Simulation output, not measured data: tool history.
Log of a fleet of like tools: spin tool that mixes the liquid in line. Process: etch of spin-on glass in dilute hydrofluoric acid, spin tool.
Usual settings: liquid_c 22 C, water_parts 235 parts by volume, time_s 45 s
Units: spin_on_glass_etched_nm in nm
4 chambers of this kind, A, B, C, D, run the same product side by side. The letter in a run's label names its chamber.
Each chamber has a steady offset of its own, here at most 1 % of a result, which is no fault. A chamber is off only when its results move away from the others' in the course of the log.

run,day,liquid_c,water_parts,time_s,hours since the thermometer was replaced,hours since the hydrofluoric acid flow meter was replaced,"read-back film thickness of the spin-on glass reference wafer, read on the same gauge (nm)",spin_on_glass_etched_nm
1B,0.346,22,235,45,1640.7,664.1,39.992,8.1534
2D,0.871,22,235,45,784,555.6,40.016,8.2221
3C,1.312,22,235,45,963.7,1119.7,39.983,8.0267
4A,1.596,22,235,45,723.5,1169.8,39.965,8.1081
5A,1.888,22,235,45,730.5,1176.8,39.965,8.2582
6C,2.204,22,235,45,985.1,1141.1,40.016,8.0488
# day 2.367: chamber B: thermometer replaced
7D,2.704,22,235,45,828,599.6,40.021,8.1095
8B,2.988,22,270,70,15,727.5,39.978,10.603
9D,3.496,22,270,70,847,618.6,40.02,10.714
10B,4.012,22,270,70,39.6,752.1,40.008,10.665
11C,4.567,22,270,70,1041.8,1197.8,40.038,10.523
12A,4.862,22,235,45,801.9,1248.2,40.008,8.3251
13C,5.342,22,235,45,1060.4,1216.4,39.995,8.0414
# day 5.346: chamber A: thermometer replaced
14B,5.821,22,130,65,83,795.5,39.98,24.285
15D,6.275,22,130,65,913.7,685.3,39.997,23.547
16A,6.658,22,130,65,31.5,1291.3,40.004,23.74
17A,6.946,22,130,65,38.4,1298.2,40.012,24.031
18C,7.392,22,235,45,1109.6,1265.6,39.965,8.0649
19D,7.846,22,235,45,951.4,723,39.982,8.0804
20B,8.117,22,235,45,138.1,850.6,40.041,8.3672
# day 8.404: chamber B: hydrofluoric acid flow meter replaced
21A,8.583,22,235,45,77.7,1337.5,40.006,8.3682
22B,8.829,22,190,45,155.2,10.3,40.007,10.772
23D,9.296,22,190,45,986.2,757.8,40.01,10.267
24C,9.592,22,190,45,1162.4,1318.4,40.008,10.291
25D,10.075,22,190,45,1004.9,776.5,40.009,10.456
26A,10.525,22,235,45,124.3,1384.1,40.03,8.2336
27C,11.017,22,235,45,1196.6,1352.6,40.042,8.0916
28B,11.433,22,235,45,217.7,72.8,40.03,8.2382
29B,11.867,22,235,45,228.1,83.2,40.001,8.1597
30C,12.404,22,235,45,1229.9,1385.9,40.025,8.0645
31D,12.933,22,235,60,1073.5,845.1,40.009,10.522
32A,13.288,22,235,60,190.6,1450.4,39.984,10.887
33D,13.629,22,235,60,1090.2,861.8,40.005,10.545
34B,14.146,22,235,60,282.8,137.9,40.004,10.887
35C,14.458,22,235,45,1279.2,1435.2,40.003,8.0827
36A,14.788,22,235,45,226.6,1486.4,40.02,8.029
# day 15.117: chamber C: hydrofluoric acid flow meter replaced
37A,15.338,22,235,45,239.8,1499.6,39.991,8.1606
38C,15.692,22,235,45,1308.8,13.8,39.977,8.0763

What goes on in this fleet: one chamber off, a drifting gauge, or nothing beyond the chambers' own small offsets? Name the chamber and the cause, if any.

Chamber D drifts away from the others.
Cause: hydrofluoric acid flow below the setpoint (%) = 4.78.
The log may not tell that from: liquid colder than its thermometer reads (K).

Here are 4 candidates for chamber D's next run, each the usual settings with a change, their results left as question marks. Which one brings its results back in line with what the others give on the usual settings?
In line means no further than this from the other chambers' mean on the usual settings: spin_on_glass_etched_nm 0.28 nm
39D-1,16.096,22,225,45,,,,?
39D-2,16.096,25.5,235,45,,,,?
39D-3,16.096,22,245,45,,,,?
39D-4,16.096,22,260,45,,,,?

The other chambers' mean on the usual settings: spin_on_glass_etched_nm 8.1825 nm
run,spin_on_glass_etched_nm
39D-1,8.0849
39D-2,8.6738
39D-3,7.2732
39D-4,6.7502
39D-1 brings the chamber back in line.
